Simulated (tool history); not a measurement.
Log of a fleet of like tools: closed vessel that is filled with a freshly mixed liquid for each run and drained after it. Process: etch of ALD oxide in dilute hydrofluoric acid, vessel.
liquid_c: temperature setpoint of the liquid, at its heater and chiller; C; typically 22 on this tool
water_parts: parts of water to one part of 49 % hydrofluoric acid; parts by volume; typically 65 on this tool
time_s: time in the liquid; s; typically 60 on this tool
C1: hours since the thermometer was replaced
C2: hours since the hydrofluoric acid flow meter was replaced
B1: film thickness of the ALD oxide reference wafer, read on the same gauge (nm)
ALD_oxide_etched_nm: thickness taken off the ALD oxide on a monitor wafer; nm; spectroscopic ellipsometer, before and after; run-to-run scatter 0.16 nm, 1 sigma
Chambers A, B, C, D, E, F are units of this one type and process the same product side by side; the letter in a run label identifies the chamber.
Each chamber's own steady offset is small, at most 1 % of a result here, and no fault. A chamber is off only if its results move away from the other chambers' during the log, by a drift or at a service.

{"run": "1D", "hour": 9.4, "liquid_c": 22, "water_parts": 65, "time_s": 60, "C1": 438.7, "C2": 134.6, "B1": 130.01, "ALD_oxide_etched_nm": 23.082}
{"run": "2A", "hour": 22.8, "liquid_c": 22, "water_parts": 65, "time_s": 60, "C1": 1585.4, "C2": 139.6, "B1": 129.98, "ALD_oxide_etched_nm": 23.197}
{"run": "3C", "hour": 29.6, "liquid_c": 22, "water_parts": 65, "time_s": 60, "C1": 947.4, "C2": 1246.5, "B1": 130, "ALD_oxide_etched_nm": 23.029}
{"run": "4B", "hour": 42.8, "liquid_c": 22, "water_parts": 65, "time_s": 60, "C1": 291.4, "C2": 173.3, "B1": 130.02, "ALD_oxide_etched_nm": 23.063}
{"run": "5F", "hour": 55.1, "liquid_c": 22, "water_parts": 65, "time_s": 60, "C1": 1163.6, "C2": 1253.3, "B1": 129.99, "ALD_oxide_etched_nm": 23.198}
{"run": "6E", "hour": 62.3, "liquid_c": 22, "water_parts": 65, "time_s": 60, "C1": 1634, "C2": 748, "B1": 129.99, "ALD_oxide_etched_nm": 22.993}
{"run": "7D", "hour": 75.2, "liquid_c": 19.5, "water_parts": 90, "time_s": 60, "C1": 504.5, "C2": 200.4, "B1": 130, "ALD_oxide_etched_nm": 14.475}
{"run": "8B", "hour": 83.6, "liquid_c": 19.5, "water_parts": 90, "time_s": 60, "C1": 332.2, "C2": 214.1, "B1": 130, "ALD_oxide_etched_nm": 14.567}
{"run": "9F", "hour": 97.6, "liquid_c": 19.5, "water_parts": 90, "time_s": 60, "C1": 1206.1, "C2": 1295.8, "B1": 129.99, "ALD_oxide_etched_nm": 14.73}
{"run": "10E", "hour": 109.4, "liquid_c": 19.5, "water_parts": 90, "time_s": 60, "C1": 1681.1, "C2": 795.1, "B1": 130.01, "ALD_oxide_etched_nm": 14.712}
{"run": "11A", "hour": 120.6, "liquid_c": 19.5, "water_parts": 90, "time_s": 60, "C1": 1683.2, "C2": 237.4, "B1": 130, "ALD_oxide_etched_nm": 14.54}
{"run": "12C", "hour": 128.3, "liquid_c": 19.5, "water_parts": 90, "time_s": 60, "C1": 1046.1, "C2": 1345.2, "B1": 129.99, "ALD_oxide_etched_nm": 14.496}
{"run": "13F", "hour": 135.6, "liquid_c": 22, "water_parts": 65, "time_s": 60, "C1": 1244.1, "C2": 1333.8, "B1": 129.99, "ALD_oxide_etched_nm": 23.186}
{"hour": 145.2, "done": "chamber E: hydrofluoric acid flow meter replaced"}
{"run": "14E", "hour": 147.0, "liquid_c": 22, "water_parts": 65, "time_s": 60, "C1": 1718.7, "C2": 1.8, "B1": 130.01, "ALD_oxide_etched_nm": 22.715}
{"run": "15C", "hour": 154.1, "liquid_c": 22, "water_parts": 65, "time_s": 60, "C1": 1071.9, "C2": 1371, "B1": 129.99, "ALD_oxide_etched_nm": 22.815}
{"run": "16D", "hour": 165.5, "liquid_c": 22, "water_parts": 65, "time_s": 60, "C1": 594.8, "C2": 290.7, "B1": 129.99, "ALD_oxide_etched_nm": 23.25}
{"hour": 167.9, "done": "chamber F: hydrofluoric acid flow meter replaced"}
{"run": "17A", "hour": 179.1, "liquid_c": 22, "water_parts": 65, "time_s": 60, "C1": 1741.7, "C2": 295.9, "B1": 130, "ALD_oxide_etched_nm": 23.322}
{"run": "18B", "hour": 186.9, "liquid_c": 22, "water_parts": 65, "time_s": 60, "C1": 435.5, "C2": 317.4, "B1": 129.99, "ALD_oxide_etched_nm": 23.016}
{"run": "19F", "hour": 194.2, "liquid_c": 24.5, "water_parts": 65, "time_s": 60, "C1": 1302.7, "C2": 26.3, "B1": 130, "ALD_oxide_etched_nm": 25.958}
{"run": "20A", "hour": 205.1, "liquid_c": 24.5, "water_parts": 65, "time_s": 60, "C1": 1767.7, "C2": 321.9, "B1": 130.01, "ALD_oxide_etched_nm": 25.601}
{"run": "21D", "hour": 219.1, "liquid_c": 24.5, "water_parts": 65, "time_s": 60, "C1": 648.4, "C2": 344.3, "B1": 130, "ALD_oxide_etched_nm": 25.501}
{"run": "22E", "hour": 233.3, "liquid_c": 24.5, "water_parts": 65, "time_s": 60, "C1": 1805, "C2": 88.1, "B1": 130, "ALD_oxide_etched_nm": 25.709}
{"run": "23C", "hour": 245.8, "liquid_c": 24.5, "water_parts": 65, "time_s": 60, "C1": 1163.6, "C2": 1462.7, "B1": 130.01, "ALD_oxide_etched_nm": 25.516}
{"run": "24B", "hour": 257.0, "liquid_c": 24.5, "water_parts": 65, "time_s": 60, "C1": 505.6, "C2": 387.5, "B1": 129.99, "ALD_oxide_etched_nm": 25.598}
{"run": "25D", "hour": 265.0, "liquid_c": 22, "water_parts": 65, "time_s": 60, "C1": 694.3, "C2": 390.2, "B1": 129.99, "ALD_oxide_etched_nm": 23.012}
{"run": "26B", "hour": 272.6, "liquid_c": 22, "water_parts": 65, "time_s": 60, "C1": 521.2, "C2": 403.1, "B1": 130.01, "ALD_oxide_etched_nm": 23.108}
{"run": "27E", "hour": 282.5, "liquid_c": 22, "water_parts": 65, "time_s": 60, "C1": 1854.2, "C2": 137.3, "B1": 130, "ALD_oxide_etched_nm": 23.055}
{"hour": 289.5, "done": "chamber E: thermometer replaced"}
{"run": "28C", "hour": 289.5, "liquid_c": 22, "water_parts": 65, "time_s": 60, "C1": 1207.3, "C2": 1506.4, "B1": 129.99, "ALD_oxide_etched_nm": 23.274}
{"run": "29F", "hour": 299.2, "liquid_c": 22, "water_parts": 45, "time_s": 60, "C1": 1407.7, "C2": 131.3, "B1": 130.01, "ALD_oxide_etched_nm": 34.515}
{"run": "30A", "hour": 307.0, "liquid_c": 22, "water_parts": 45, "time_s": 60, "C1": 1869.6, "C2": 423.8, "B1": 130.01, "ALD_oxide_etched_nm": 34.191}
{"run": "31B", "hour": 318.5, "liquid_c": 22, "water_parts": 45, "time_s": 60, "C1": 567.1, "C2": 449, "B1": 130.01, "ALD_oxide_etched_nm": 34.116}
{"run": "32D", "hour": 330.6, "liquid_c": 22, "water_parts": 45, "time_s": 60, "C1": 759.9, "C2": 455.8, "B1": 130, "ALD_oxide_etched_nm": 34.329}
{"run": "33F", "hour": 338.4, "liquid_c": 22, "water_parts": 45, "time_s": 60, "C1": 1446.9, "C2": 170.5, "B1": 129.98, "ALD_oxide_etched_nm": 34.644}
{"run": "34E", "hour": 346.4, "liquid_c": 22, "water_parts": 45, "time_s": 60, "C1": 56.9, "C2": 201.2, "B1": 130.01, "ALD_oxide_etched_nm": 33.572}
{"run": "35C", "hour": 359.9, "liquid_c": 22, "water_parts": 65, "time_s": 60, "C1": 1277.7, "C2": 1576.8, "B1": 129.99, "ALD_oxide_etched_nm": 23.174}
{"run": "36A", "hour": 369.7, "liquid_c": 22, "water_parts": 65, "time_s": 60, "C1": 1932.3, "C2": 486.5, "B1": 130, "ALD_oxide_etched_nm": 23.189}
{"run": "37F", "hour": 380.6, "liquid_c": 22, "water_parts": 65, "time_s": 60, "C1": 1489.1, "C2": 212.7, "B1": 130.01, "ALD_oxide_etched_nm": 23.077}
{"run": "38D", "hour": 389.5, "liquid_c": 22, "water_parts": 65, "time_s": 60, "C1": 818.8, "C2": 514.7, "B1": 129.99, "ALD_oxide_etched_nm": 22.856}
{"run": "39E", "hour": 402.3, "liquid_c": 22, "water_parts": 65, "time_s": 60, "C1": 112.8, "C2": 257.1, "B1": 130.01, "ALD_oxide_etched_nm": 22.784}
{"run": "40B", "hour": 409.0, "liquid_c": 22, "water_parts": 65, "time_s": 60, "C1": 657.6, "C2": 539.5, "B1": 130, "ALD_oxide_etched_nm": 22.914}
{"run": "41C", "hour": 422.4, "liquid_c": 22, "water_parts": 65, "time_s": 60, "C1": 1340.2, "C2": 1639.3, "B1": 130.01, "ALD_oxide_etched_nm": 23.043}
{"run": "42A", "hour": 436.5, "liquid_c": 22, "water_parts": 65, "time_s": 60, "C1": 1999.1, "C2": 553.3, "B1": 130.01, "ALD_oxide_etched_nm": 23.092}
{"run": "43A", "hour": 444.6, "liquid_c": 22, "water_parts": 65, "time_s": 60, "C1": 2007.2, "C2": 561.4, "B1": 129.99, "ALD_oxide_etched_nm": 23.23}
{"hour": 453.7, "done": "chamber F: thermometer replaced"}
{"run": "44F", "hour": 455.0, "liquid_c": 22, "water_parts": 65, "time_s": 60, "C1": 1.3, "C2": 287.1, "B1": 130, "ALD_oxide_etched_nm": 23.281}

One chamber off, gauge drift, or nothing amiss beyond the chambers' own small offsets? If it is a chamber, which one, and what is the likeliest cause?

No chamber is off and the gauge is stable; the differences are just each chamber's small, constant offset.
